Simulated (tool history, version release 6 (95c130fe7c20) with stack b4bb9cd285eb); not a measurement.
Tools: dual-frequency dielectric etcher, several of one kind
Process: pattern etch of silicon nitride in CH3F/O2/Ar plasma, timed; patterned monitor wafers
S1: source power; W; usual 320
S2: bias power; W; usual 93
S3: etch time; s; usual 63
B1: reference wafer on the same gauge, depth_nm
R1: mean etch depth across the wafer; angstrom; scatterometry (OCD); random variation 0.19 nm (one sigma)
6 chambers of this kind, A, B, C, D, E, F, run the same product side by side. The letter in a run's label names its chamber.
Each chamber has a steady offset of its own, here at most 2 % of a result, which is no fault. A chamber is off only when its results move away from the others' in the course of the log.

run   hour   S1   S2  S3      B1      R1
 1E   16.1  320   93  63  48.962  433.54
 2C   29.8  320   93  63  48.929  443.45
      34.9  -- chamber B: wet clean of the chamber
 3A   38.2  320   93  63  48.862  438.89
      40.6  -- chamber E: wet clean of the chamber
 4F   50.4  320   93  63  48.902  439.80
 5D   63.3  320   93  63  48.865  442.56
 6B   75.2  320   93  63  48.884  442.82
 7A   89.0  320  106  63  48.909  462.55
 8C  101.4  320  106  63  48.913  461.82
 9B  116.3  320  106  63  48.934  466.14
10F  125.9  320  106  63  48.884  457.30
11D  138.3  320  106  63  48.846  459.80
12E  152.8  320  106  63  48.931  458.39
13C  166.1  320   93  63  48.946  442.58
14B  177.8  250   93  63  48.927  402.85
15E  185.1  250   93  63  48.942  398.78
     194.4  -- chamber D: wet clean of the chamber
16D  196.8  250   93  63  48.893  400.65
17A  207.7  250   93  63  48.920  403.41
18F  215.2  250   93  63  48.871  402.23
19F  222.6  250   93  63  48.933  402.94
20C  237.6  320   93  63  48.984  445.72
21B  250.2  320   93  63  48.872  440.00
22D  260.0  320   93  63  48.907  443.79
23E  268.5  320   93  63  48.819  433.95
     271.7  -- chamber F: wet clean of the chamber
24A  281.2  320   93  63  48.926  441.45
25F  293.9  290   85  63  48.881  387.67
26A  301.6  290   85  63  48.908  410.08
27E  312.3  290   85  63  48.900  402.18
28D  327.5  290   85  63  48.955  412.67
29B  339.7  290   85  63  48.904  411.85
30C  348.8  290   85  63  48.918  414.71
     355.9  -- chamber C: wet clean of the chamber
31C  363.9  260   93  63  48.904  413.26
32A  377.1  260   93  63  48.910  405.44
33F  390.1  260   93  63  48.940  387.48
34E  397.5  260   93  63  48.893  399.99
35B  407.7  260   93  63  48.885  407.94
36D  416.1  260   93  63  48.929  411.51
37E  423.5  320   93  63  48.884  436.56
38C  437.6  260  110  63  48.881  438.93
39A  452.4  260  110  63  48.946  432.56

All 6 chambers run these settings next. Forecast each chamber's results:
40A  463.9  320  86  63       ?
40B  463.9  320  86  63       ?
40C  463.9  320  86  63       ?
40D  463.9  320  86  63       ?
40E  463.9  320  86  63       ?
40F  463.9  320  86  63       ?

run      R1
40A  426.05
40B  428.78
40C  430.82
40D  428.68
40E  423.95
40F  406.34
